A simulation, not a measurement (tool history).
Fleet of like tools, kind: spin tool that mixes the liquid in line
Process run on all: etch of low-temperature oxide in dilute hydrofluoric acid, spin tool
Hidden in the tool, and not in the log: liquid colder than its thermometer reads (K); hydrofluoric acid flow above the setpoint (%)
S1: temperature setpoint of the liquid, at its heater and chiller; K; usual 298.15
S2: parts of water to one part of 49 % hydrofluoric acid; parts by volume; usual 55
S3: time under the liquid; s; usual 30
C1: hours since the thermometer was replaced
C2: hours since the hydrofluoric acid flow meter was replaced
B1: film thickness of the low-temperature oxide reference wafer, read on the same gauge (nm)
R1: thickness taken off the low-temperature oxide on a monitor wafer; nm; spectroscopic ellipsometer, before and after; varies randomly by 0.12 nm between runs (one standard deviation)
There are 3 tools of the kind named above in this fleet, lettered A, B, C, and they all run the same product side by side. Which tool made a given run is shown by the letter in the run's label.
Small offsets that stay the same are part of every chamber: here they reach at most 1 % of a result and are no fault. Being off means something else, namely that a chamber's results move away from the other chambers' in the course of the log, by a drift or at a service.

run,hour,S1,S2,S3,C1,C2,B1,R1
1C,11.3,298.15,55,30,2466.1,310.3,140.00,12.011
2B,19.0,298.15,55,30,1334.2,1598.8,140.02,11.806
3A,27.3,298.15,55,30,260.0,1130.7,139.99,12.085
4B,39.2,298.15,55,30,1354.4,1619.0,140.00,11.876
5A,47.0,298.15,55,30,279.7,1150.4,139.99,12.008
6C,53.8,298.15,55,30,2508.6,352.8,140.00,11.797
7C,61.4,298.15,55,30,2516.2,360.4,140.00,11.721
8B,69.4,298.15,55,30,1384.6,1649.2,139.98,11.797
9A,80.2,298.15,55,30,312.9,1183.6,140.02,11.988
10C,93.4,298.15,55,30,2548.2,392.4,139.99,11.977
11B,101.9,298.15,55,30,1417.1,1681.7,139.99,11.689
12A,115.0,298.15,55,30,347.7,1218.4,139.99,12.226
13B,124.9,301.15,55,45,1440.1,1704.7,140.01,19.828
14C,136.1,301.15,55,45,2590.9,435.1,139.99,20.822
15A,149.8,301.15,55,45,382.5,1253.2,140.00,20.406
16B,162.3,298.15,55,30,1477.5,1742.1,140.02,11.846
17A,170.3,298.15,55,30,403.0,1273.7,140.00,12.179
# hour 176.9: chamber C: thermometer replaced
18C,183.7,298.15,55,30,6.9,482.7,140.00,12.420
19B,196.5,298.15,55,30,1511.7,1776.3,139.99,11.723
20C,209.3,298.15,55,30,32.5,508.3,140.01,12.787
21A,219.8,298.15,55,30,452.5,1323.2,140.01,11.982
# hour 226.0: chamber B: thermometer replaced
22B,226.7,298.15,55,30,0.7,1806.5,140.01,11.895
23A,235.4,298.15,55,30,468.1,1338.8,140.03,12.180
# hour 242.9: chamber B: hydrofluoric acid flow meter replaced
24C,245.5,298.15,55,30,68.7,544.5,139.99,12.847
25B,255.1,298.15,55,30,29.1,12.3,139.99,11.621
26C,266.7,298.15,55,30,89.9,565.7,140.01,12.908
27A,280.4,300.15,55,30,513.1,1383.8,140.01,13.217
28A,291.9,300.15,55,30,524.6,1395.3,139.99,13.117
29B,299.9,300.15,55,30,73.9,57.1,139.99,12.798

Decide between three cases: one chamber stands off from its peers, the gauge reading all wafers drifts, or nothing is wrong past each chamber's small offset. Where a chamber is off, say which and what most likely put it there.

One chamber, C, drifts off from the rest bit by bit.
Likeliest cause: hydrofluoric acid flow above the setpoint (%) = 11.3.

Below are 4 candidate recipes for chamber C's next run, each the usual settings with a change, their results shown as question marks. Which of them brings C's results back in line with what the other chambers give on the usual settings?
In-line tolerance around the mean of the other chambers on the usual settings: R1 0.410 nm
30C-1,309.9,298.15,50,30,,,,?
30C-2,309.9,292.65,55,30,,,,?
30C-3,309.9,295.65,55,30,,,,?
30C-4,309.9,298.65,45,30,,,,?

What the other chambers average on the usual settings: R1 11.953 nm
run,R1
30C-1,14.808
30C-2,10.601
30C-3,12.051
30C-4,16.905
30C-3 puts the chamber back in line with the other chambers.
